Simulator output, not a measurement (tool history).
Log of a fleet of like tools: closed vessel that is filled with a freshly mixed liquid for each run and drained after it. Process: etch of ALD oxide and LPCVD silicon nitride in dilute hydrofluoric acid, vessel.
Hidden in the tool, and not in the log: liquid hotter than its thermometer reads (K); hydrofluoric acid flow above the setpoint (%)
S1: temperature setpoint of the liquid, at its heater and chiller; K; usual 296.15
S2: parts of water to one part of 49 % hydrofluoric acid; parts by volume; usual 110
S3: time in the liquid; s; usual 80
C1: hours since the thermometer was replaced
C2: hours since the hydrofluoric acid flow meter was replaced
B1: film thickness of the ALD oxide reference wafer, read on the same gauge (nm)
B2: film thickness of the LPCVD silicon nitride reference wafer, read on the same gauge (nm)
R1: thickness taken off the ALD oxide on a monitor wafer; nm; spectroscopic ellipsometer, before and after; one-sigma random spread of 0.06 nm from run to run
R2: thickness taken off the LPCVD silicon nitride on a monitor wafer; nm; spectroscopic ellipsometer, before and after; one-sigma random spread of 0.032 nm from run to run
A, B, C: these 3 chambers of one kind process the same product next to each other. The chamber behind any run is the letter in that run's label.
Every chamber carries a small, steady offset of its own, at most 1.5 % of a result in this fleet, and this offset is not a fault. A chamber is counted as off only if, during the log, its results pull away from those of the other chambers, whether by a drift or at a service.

| run | day | S1 | S2 | S3 | C1 | C2 | B1 | B2 | R1 | R2 |
|---|---|---|---|---|---|---|---|---|---|---|
| 1A | 0.146 | 296.15 | 110 | 80 | 370.7 | 278 | 99.996 | 110.01 | 6.7793 | 0.34027 |
| 2B | 0.317 | 296.15 | 110 | 80 | 208.4 | 578.3 | 99.995 | 110.02 | 6.7785 | 0.29242 |
| 3C | 0.496 | 296.15 | 110 | 80 | 117.6 | 1415.1 | 99.991 | 110.01 | 6.8497 | 0.32895 |
| 4A | 0.729 | 296.15 | 110 | 80 | 384.7 | 292 | 100.01 | 110 | 6.7763 | 0.3274 |
| 5C | 0.904 | 296.15 | 110 | 80 | 127.4 | 1424.9 | 99.985 | 109.95 | 6.7268 | 0.37608 |
| 6B | 1.058 | 296.15 | 110 | 80 | 226.2 | 596.1 | 100.01 | 110.02 | 6.7191 | 0.31192 |
| 7C | 1.254 | 296.15 | 110 | 80 | 135.8 | 1433.3 | 100.02 | 110.01 | 6.7342 | 0.3365 |
| 8A | 1.529 | 296.15 | 110 | 80 | 403.9 | 311.2 | 99.991 | 109.95 | 6.7376 | 0.28249 |
| 9B | 1.817 | 296.15 | 110 | 80 | 244.4 | 614.3 | 99.999 | 110.02 | 6.7567 | 0.30504 |
| 10B | 2.038 | 296.15 | 110 | 80 | 249.7 | 619.6 | 100.01 | 110.02 | 6.7173 | 0.32872 |
| 11A | 2.292 | 296.15 | 110 | 80 | 422.2 | 329.5 | 99.969 | 110.01 | 6.8266 | 0.27703 |
| 12C | 2.542 | 296.15 | 110 | 80 | 166.7 | 1464.2 | 100 | 110 | 6.8717 | 0.32501 |
| 13B | 2.742 | 296.15 | 110 | 80 | 266.6 | 636.5 | 100 | 110.01 | 6.7744 | 0.32839 |
| 14A | 3.029 | 296.15 | 110 | 80 | 439.9 | 347.2 | 100.02 | 110 | 6.7831 | 0.32694 |
| 15C | 3.308 | 296.15 | 110 | 80 | 185.1 | 1482.6 | 100.02 | 109.95 | 6.7878 | 0.24721 |
| 16B | 3.554 | 291.65 | 130 | 80 | 286.1 | 656 | 100.01 | 110.02 | 4.6839 | 0.18266 |
| 17C | 3.75 | 291.65 | 130 | 80 | 195.7 | 1493.2 | 100 | 109.99 | 4.7112 | 0.1816 |
| 18A | 3.962 | 291.65 | 130 | 80 | 462.3 | 369.6 | 100.01 | 110 | 4.7407 | 0.1923 |
| 19C | 4.096 | 292.65 | 110 | 35 | 204 | 1501.5 | 100.01 | 109.98 | 2.5848 | 0.096944 |
| 20B | 4.379 | 292.65 | 110 | 35 | 305.9 | 675.8 | 100.01 | 110.02 | 2.5429 | 0.10612 |
| 21A | 4.517 | 292.65 | 110 | 35 | 475.6 | 382.9 | 100.03 | 110.03 | 2.5963 | 0.10896 |
| 22C | 4.742 | 296.15 | 110 | 80 | 219.5 | 1517 | 100.02 | 110.03 | 6.8617 | 0.31943 |
| 23A | 4.971 | 296.15 | 110 | 80 | 486.5 | 393.8 | 100.03 | 110 | 6.7559 | 0.31964 |
| 24B | 5.246 | 296.15 | 110 | 80 | 326.7 | 696.6 | 100.01 | 109.98 | 6.7815 | 0.2432 |
| 25B | 5.5 | 296.15 | 110 | 80 | 332.8 | 702.7 | 99.996 | 110.02 | 6.7099 | 0.27831 |
| 26A | 5.633 | 296.15 | 110 | 80 | 502.4 | 409.7 | 100.02 | 109.97 | 6.7081 | 0.3284 |
| 27C | 5.762 | 296.15 | 110 | 80 | 244 | 1541.5 | 100.01 | 110.01 | 6.826 | 0.34575 |
| 28A | 6.017 | 296.15 | 110 | 80 | 511.6 | 418.9 | 99.999 | 110.03 | 6.7468 | 0.33211 |
| 29B | 6.154 | 296.15 | 110 | 80 | 348.5 | 718.4 | 100 | 109.99 | 6.7044 | 0.34357 |
| 30C | 6.433 | 296.15 | 110 | 80 | 260.1 | 1557.6 | 100.01 | 110.05 | 6.8498 | 0.25501 |
| 31B | 6.683 | 300.65 | 110 | 120 | 361.2 | 731.1 | 100.01 | 109.99 | 12 | 0.62512 |
| 32A | 6.908 | 300.65 | 110 | 120 | 533 | 440.3 | 99.995 | 110.01 | 12.091 | 0.65325 |
| 33C | 7.046 | 300.65 | 110 | 120 | 274.8 | 1572.3 | 99.997 | 110 | 12.102 | 0.6336 |
| 34A | 7.304 | 296.15 | 110 | 80 | 542.5 | 449.8 | 99.999 | 109.99 | 6.6059 | 0.3151 |
| 35B | 7.433 | 296.15 | 110 | 80 | 379.2 | 749.1 | 99.982 | 110.02 | 6.675 | 0.30537 |
| 36C | 7.679 | 296.15 | 110 | 80 | 290 | 1587.5 | 100.02 | 110.02 | 6.8695 | 0.31041 |
| 37A | 7.883 | 296.15 | 110 | 80 | 556.4 | 463.7 | 100.01 | 109.99 | 6.7679 | 0.281 |
| 38B | 8.017 | 296.15 | 110 | 80 | 393.2 | 763.1 | 99.996 | 110.02 | 6.6677 | 0.29498 |
| 39C | 8.196 | 296.15 | 110 | 80 | 302.4 | 1599.9 | 100 | 109.93 | 6.7589 | 0.29296 |
| 40A | 8.362 | 296.15 | 110 | 80 | 567.9 | 475.2 | 100.03 | 109.99 | 6.7753 | 0.32661 |
| 41C | 8.529 | 298.15 | 60 | 80 | 310.4 | 1607.9 | 100.01 | 109.99 | 14.651 | 0.71189 |
| 42B | 8.683 | 298.15 | 60 | 80 | 409.2 | 779.1 | 99.996 | 110.02 | 14.301 | 0.63557 |
| 43A | 8.9 | 298.15 | 60 | 80 | 580.8 | 488.1 | 100 | 110.02 | 14.255 | 0.66505 |

Is one chamber off against the others, does the gauge drift, or is nothing wrong? If a chamber is off, say which, and what the likeliest cause is.

Neither any chamber nor the gauge drifts; the chambers differ only by their own small, steady offsets.
